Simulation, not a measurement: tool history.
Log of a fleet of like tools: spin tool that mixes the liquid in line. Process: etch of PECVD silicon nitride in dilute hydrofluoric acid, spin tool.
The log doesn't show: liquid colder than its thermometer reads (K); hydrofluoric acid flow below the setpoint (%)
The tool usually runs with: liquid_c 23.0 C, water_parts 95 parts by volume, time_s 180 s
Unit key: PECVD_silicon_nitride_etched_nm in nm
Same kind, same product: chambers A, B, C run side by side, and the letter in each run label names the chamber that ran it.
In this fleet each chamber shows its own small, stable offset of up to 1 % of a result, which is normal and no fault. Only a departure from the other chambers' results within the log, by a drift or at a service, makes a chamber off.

run	hour	liquid_c	water_parts	time_s	hours since the thermometer was replaced	hours since the hydrofluoric acid flow meter was replaced	read-back film thickness of the PECVD silicon nitride reference wafer, read on the same gauge (nm)	PECVD_silicon_nitride_etched_nm
1C	4.1	23.0	95	180	493.9	505.4	100.010	8.0969
2B	10.4	23.0	95	180	1688.7	880.6	100.020	8.0446
3A	13.6	23.0	95	180	1034.2	611.5	100.010	8.0134
4B	17.1	23.0	95	180	1695.4	887.3	99.993	8.1049
5C	21.5	23.0	95	180	511.3	522.8	100.000	7.9470
6A	27.2	23.0	95	180	1047.8	625.1	99.997	8.0084
7A	31.1	19.5	60	180	1051.7	629.0	99.985	10.0560
8C	35.0	19.5	60	180	524.8	536.3	99.983	9.9693
9B	40.6	19.5	60	180	1718.9	910.8	100.020	9.8526
10B	47.6	23.0	95	180	1725.9	917.8	99.983	8.1279
# hour 52.4: chamber B: thermometer replaced
11C	53.9	23.0	95	180	543.7	555.2	100.010	8.0754
12A	59.1	23.0	95	180	1079.7	657.0	100.000	8.0862
13B	62.8	23.0	95	100	10.4	933.0	99.986	4.4312
14A	68.5	23.0	95	100	1089.1	666.4	99.978	4.4258
15C	72.7	23.0	95	100	562.5	574.0	100.000	4.4277
16C	79.7	23.0	55	275	569.5	581.0	99.999	21.0270
17A	84.7	23.0	55	275	1105.3	682.6	100.030	20.9650
# hour 87.5: chamber A: hydrofluoric acid flow meter replaced
18B	88.5	23.0	55	275	36.1	958.7	99.985	20.9160
19C	92.8	23.0	95	180	582.6	594.1	99.984	8.0895
20A	99.4	23.0	95	180	1120.0	12.0	99.986	7.8450
21B	105.4	23.0	95	180	53.0	975.6	100.010	8.1084
22C	109.8	21.5	95	180	599.6	611.1	100.010	7.2927
23B	113.6	21.5	95	180	61.2	983.8	100.010	7.2790
24A	117.3	21.5	95	180	1137.9	29.9	100.020	7.0406
25A	122.0	23.0	45	115	1142.6	34.6	99.992	10.5110
26B	129.0	23.0	45	115	76.6	999.2	100.010	10.6520
27C	135.3	23.0	45	115	625.1	636.6	99.979	10.7510
28B	139.6	23.0	95	215	87.2	1009.8	99.997	9.7396
29C	144.9	23.0	95	215	634.7	646.2	100.000	9.6886
30A	149.4	23.0	95	215	1170.0	62.0	99.989	9.0464
31C	152.6	23.0	95	180	642.4	653.9	100.000	7.9781
32B	158.2	23.0	95	180	105.8	1028.4	100.020	8.0083
33A	162.0	23.0	95	180	1182.6	74.6	99.992	7.5499
34C	166.1	23.0	95	180	655.9	667.4	100.010	7.9996
35B	170.2	23.0	95	180	117.8	1040.4	100.020	8.0388

Predict what each chamber gives when all 3 of them run the settings below next.
36A	175.3	23.0	95	180				?
36B	175.3	23.0	95	180				?
36C	175.3	23.0	95	180				?

run	PECVD_silicon_nitride_etched_nm
36A	7.5143
36B	8.1722
36C	8.1770
